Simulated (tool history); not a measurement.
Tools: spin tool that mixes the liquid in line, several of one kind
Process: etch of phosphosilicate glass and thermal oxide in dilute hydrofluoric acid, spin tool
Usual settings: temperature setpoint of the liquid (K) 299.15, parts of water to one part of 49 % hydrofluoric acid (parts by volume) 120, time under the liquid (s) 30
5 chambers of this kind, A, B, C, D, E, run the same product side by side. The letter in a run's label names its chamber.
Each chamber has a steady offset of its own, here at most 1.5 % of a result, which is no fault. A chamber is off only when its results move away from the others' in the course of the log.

run,hour,temperature setpoint of the liquid (K),parts of water to one part of 49 % hydrofluoric acid (parts by volume),time under the liquid (s),"read-back film thickness of the phosphosilicate glass reference wafer, read on the same gauge (nm)","read-back film thickness of the thermal oxide reference wafer, read on the same gauge (nm)",thickness taken off the phosphosilicate glass on a monitor wafer (nm),thickness taken off the thermal oxide on a monitor wafer (nm)
1B,10.0,299.15,120,30,150.06,39.991,41.600,1.28000
2A,17.7,299.15,120,30,149.99,40.007,41.456,1.27070
3C,22.8,299.15,120,30,150.01,39.979,40.731,1.23380
4D,28.2,299.15,120,30,150.00,40.019,40.682,1.24920
5E,32.7,301.65,65,30,150.04,39.994,90.939,2.85800
6C,39.7,301.65,65,30,150.02,40.018,89.495,2.74810
7A,45.3,301.65,65,30,149.99,39.999,89.742,2.79060
8D,54.9,301.65,65,30,149.96,39.969,89.901,2.77180
9E,63.1,301.65,65,30,150.03,40.018,91.325,2.90750
10B,69.6,295.65,120,20,150.01,39.977,24.193,0.74908
11E,75.8,295.65,120,20,150.01,39.999,23.657,0.73876
12D,82.3,295.65,120,20,150.00,40.016,23.748,0.71930
13B,88.9,295.65,120,20,149.96,39.999,23.860,0.76715
14A,96.4,295.65,120,20,149.98,39.990,23.964,0.74748
15C,104.8,299.15,120,40,150.01,40.002,54.803,1.69680
16A,110.6,299.15,120,40,149.99,39.984,55.049,1.71770
17C,115.2,299.15,120,40,150.03,39.985,54.264,1.71070
18B,124.4,299.15,120,40,149.96,40.026,54.587,1.77110
19E,134.5,299.15,120,40,150.03,39.988,54.470,1.67220
20D,143.6,299.15,120,30,149.98,39.996,41.096,1.29150
21D,150.6,299.15,120,30,150.01,39.994,40.597,1.25700
22A,158.3,299.15,120,30,150.01,40.004,41.242,1.29020
23C,163.1,295.65,120,45,150.03,39.980,52.857,1.66520
# hour 168.1: chamber B: hydrofluoric acid flow meter replaced
24B,170.2,295.65,120,45,150.03,40.013,54.088,1.67610
25E,176.7,295.65,120,45,150.06,39.983,53.826,1.66610
26C,181.3,295.65,120,45,150.08,39.961,53.358,1.71840
27D,187.7,295.65,120,45,149.95,39.986,52.862,1.69620
28A,194.6,299.15,120,30,149.97,39.997,41.583,1.25210
29B,203.1,299.15,120,30,149.96,40.016,41.572,1.29920
30E,209.3,299.15,120,30,149.98,40.003,40.734,1.27000
31D,218.3,299.15,120,30,149.95,39.995,41.112,1.26550

What goes on in this fleet: one chamber off, a drifting gauge, or nothing beyond the chambers' own small offsets? Name the chamber and the cause, if any.

No chamber stands off beyond its own small offset, and the gauge holds steady.
